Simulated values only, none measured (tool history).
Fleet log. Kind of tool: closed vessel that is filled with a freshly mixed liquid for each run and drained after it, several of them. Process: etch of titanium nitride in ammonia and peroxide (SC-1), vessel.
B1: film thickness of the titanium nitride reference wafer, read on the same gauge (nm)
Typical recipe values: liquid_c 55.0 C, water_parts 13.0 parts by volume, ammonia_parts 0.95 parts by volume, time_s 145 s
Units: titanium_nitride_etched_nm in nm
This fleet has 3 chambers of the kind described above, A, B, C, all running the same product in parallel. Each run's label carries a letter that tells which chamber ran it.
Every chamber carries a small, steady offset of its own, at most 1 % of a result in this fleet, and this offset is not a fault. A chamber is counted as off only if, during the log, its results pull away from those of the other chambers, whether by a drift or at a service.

-- day=0.117 chamber B: new drum of ammonia solution connected
run 1A day=0.200 | liquid_c=55.0 water_parts=13.0 ammonia_parts=0.95 time_s=145 | B1=69.994 | titanium_nitride_etched_nm=13.6080
run 2B day=0.479 | liquid_c=55.0 water_parts=13.0 ammonia_parts=0.95 time_s=145 | B1=69.987 | titanium_nitride_etched_nm=13.5590
run 3C day=0.712 | liquid_c=55.0 water_parts=13.0 ammonia_parts=0.95 time_s=145 | B1=70.000 | titanium_nitride_etched_nm=13.3740
run 4B day=0.871 | liquid_c=55.0 water_parts=13.0 ammonia_parts=0.95 time_s=145 | B1=69.966 | titanium_nitride_etched_nm=13.5770
run 5A day=1.092 | liquid_c=55.0 water_parts=13.0 ammonia_parts=0.95 time_s=145 | B1=70.015 | titanium_nitride_etched_nm=13.3000
run 6C day=1.317 | liquid_c=55.0 water_parts=13.0 ammonia_parts=0.95 time_s=145 | B1=70.008 | titanium_nitride_etched_nm=13.1880
-- day=1.567 chamber C: new drum of ammonia solution connected
run 7B day=1.588 | liquid_c=55.0 water_parts=13.0 ammonia_parts=0.95 time_s=145 | B1=69.986 | titanium_nitride_etched_nm=13.5450
run 8A day=1.862 | liquid_c=64.5 water_parts=7.5 ammonia_parts=0.95 time_s=145 | B1=69.961 | titanium_nitride_etched_nm=32.7960
run 9C day=2.117 | liquid_c=64.5 water_parts=7.5 ammonia_parts=0.95 time_s=145 | B1=69.979 | titanium_nitride_etched_nm=32.2420
run 10A day=2.288 | liquid_c=64.5 water_parts=7.5 ammonia_parts=0.95 time_s=145 | B1=69.982 | titanium_nitride_etched_nm=32.1050
run 11B day=2.433 | liquid_c=55.0 water_parts=13.0 ammonia_parts=0.95 time_s=145 | B1=69.989 | titanium_nitride_etched_nm=13.4230
run 12C day=2.612 | liquid_c=55.0 water_parts=13.0 ammonia_parts=0.95 time_s=145 | B1=69.990 | titanium_nitride_etched_nm=13.2220
run 13C day=2.875 | liquid_c=55.0 water_parts=13.0 ammonia_parts=0.95 time_s=145 | B1=70.004 | titanium_nitride_etched_nm=13.3620
run 14A day=3.121 | liquid_c=55.0 water_parts=13.0 ammonia_parts=0.95 time_s=145 | B1=70.006 | titanium_nitride_etched_nm=13.3660
run 15B day=3.396 | liquid_c=55.0 water_parts=13.0 ammonia_parts=0.95 time_s=145 | B1=69.967 | titanium_nitride_etched_nm=13.4350
run 16C day=3.621 | liquid_c=55.0 water_parts=13.0 ammonia_parts=0.95 time_s=145 | B1=70.014 | titanium_nitride_etched_nm=13.3860
run 17B day=3.908 | liquid_c=55.0 water_parts=13.0 ammonia_parts=0.95 time_s=145 | B1=70.017 | titanium_nitride_etched_nm=13.4400
run 18A day=4.133 | liquid_c=55.0 water_parts=13.0 ammonia_parts=0.95 time_s=145 | B1=70.001 | titanium_nitride_etched_nm=13.3030
run 19A day=4.262 | liquid_c=55.0 water_parts=13.0 ammonia_parts=0.95 time_s=145 | B1=70.018 | titanium_nitride_etched_nm=13.1760
run 20C day=4.542 | liquid_c=55.0 water_parts=13.0 ammonia_parts=0.95 time_s=145 | B1=70.017 | titanium_nitride_etched_nm=13.0700
run 21B day=4.796 | liquid_c=55.0 water_parts=13.0 ammonia_parts=0.95 time_s=145 | B1=69.980 | titanium_nitride_etched_nm=13.6340
run 22C day=4.946 | liquid_c=55.0 water_parts=13.0 ammonia_parts=0.95 time_s=145 | B1=70.027 | titanium_nitride_etched_nm=13.5190
run 23A day=5.167 | liquid_c=55.0 water_parts=13.0 ammonia_parts=0.95 time_s=145 | B1=69.988 | titanium_nitride_etched_nm=13.3030
run 24B day=5.438 | liquid_c=55.0 water_parts=13.0 ammonia_parts=0.95 time_s=145 | B1=70.023 | titanium_nitride_etched_nm=13.4470
run 25B day=5.700 | liquid_c=55.0 water_parts=13.0 ammonia_parts=0.95 time_s=145 | B1=70.010 | titanium_nitride_etched_nm=13.2040
run 26A day=5.967 | liquid_c=55.0 water_parts=13.0 ammonia_parts=0.95 time_s=145 | B1=69.980 | titanium_nitride_etched_nm=12.7180
run 27C day=6.183 | liquid_c=55.0 water_parts=13.0 ammonia_parts=0.95 time_s=145 | B1=69.999 | titanium_nitride_etched_nm=13.3590
run 28B day=6.371 | liquid_c=55.0 water_parts=13.0 ammonia_parts=0.95 time_s=145 | B1=70.004 | titanium_nitride_etched_nm=13.4340
run 29A day=6.525 | liquid_c=55.0 water_parts=13.0 ammonia_parts=0.95 time_s=145 | B1=70.023 | titanium_nitride_etched_nm=12.3800
run 30C day=6.775 | liquid_c=55.0 water_parts=13.0 ammonia_parts=0.95 time_s=145 | B1=70.000 | titanium_nitride_etched_nm=13.2820
run 31B day=6.904 | liquid_c=55.0 water_parts=13.0 ammonia_parts=0.95 time_s=145 | B1=69.993 | titanium_nitride_etched_nm=13.4570
run 32A day=7.096 | liquid_c=55.0 water_parts=13.0 ammonia_parts=0.95 time_s=145 | B1=70.036 | titanium_nitride_etched_nm=12.5240
run 33C day=7.379 | liquid_c=55.0 water_parts=13.0 ammonia_parts=0.95 time_s=145 | B1=70.001 | titanium_nitride_etched_nm=13.2600
run 34B day=7.642 | liquid_c=55.0 water_parts=13.0 ammonia_parts=0.95 time_s=145 | B1=69.992 | titanium_nitride_etched_nm=13.6100
run 35C day=7.771 | liquid_c=55.0 water_parts=16.0 ammonia_parts=0.95 time_s=85 | B1=70.017 | titanium_nitride_etched_nm=6.9505
run 36A day=7.904 | liquid_c=55.0 water_parts=16.0 ammonia_parts=0.95 time_s=85 | B1=70.019 | titanium_nitride_etched_nm=6.4804
run 37C day=8.042 | liquid_c=55.0 water_parts=16.0 ammonia_parts=0.95 time_s=85 | B1=70.004 | titanium_nitride_etched_nm=7.0202
run 38B day=8.312 | liquid_c=55.0 water_parts=15.5 ammonia_parts=0.60 time_s=145 | B1=69.986 | titanium_nitride_etched_nm=11.0500
run 39A day=8.579 | liquid_c=55.0 water_parts=15.5 ammonia_parts=0.60 time_s=145 | B1=70.006 | titanium_nitride_etched_nm=10.1570
run 40A day=8.817 | liquid_c=55.0 water_parts=15.5 ammonia_parts=0.60 time_s=145 | B1=69.999 | titanium_nitride_etched_nm=10.1670
run 41C day=8.996 | liquid_c=55.0 water_parts=13.0 ammonia_parts=0.95 time_s=145 | B1=70.024 | titanium_nitride_etched_nm=13.2510
run 42B day=9.229 | liquid_c=55.0 water_parts=13.0 ammonia_parts=0.95 time_s=145 | B1=70.009 | titanium_nitride_etched_nm=13.5180

All 3 chambers run these settings next. Forecast each chamber's results:
run 43A day=9.438 | liquid_c=55.0 water_parts=13.0 ammonia_parts=0.95 time_s=220 | titanium_nitride_etched_nm=?
run 43B day=9.438 | liquid_c=55.0 water_parts=13.0 ammonia_parts=0.95 time_s=220 | titanium_nitride_etched_nm=?
run 43C day=9.438 | liquid_c=55.0 water_parts=13.0 ammonia_parts=0.95 time_s=220 | titanium_nitride_etched_nm=?

run=43A titanium_nitride_etched_nm=17.7190
run=43B titanium_nitride_etched_nm=20.4820
run=43C titanium_nitride_etched_nm=20.1350

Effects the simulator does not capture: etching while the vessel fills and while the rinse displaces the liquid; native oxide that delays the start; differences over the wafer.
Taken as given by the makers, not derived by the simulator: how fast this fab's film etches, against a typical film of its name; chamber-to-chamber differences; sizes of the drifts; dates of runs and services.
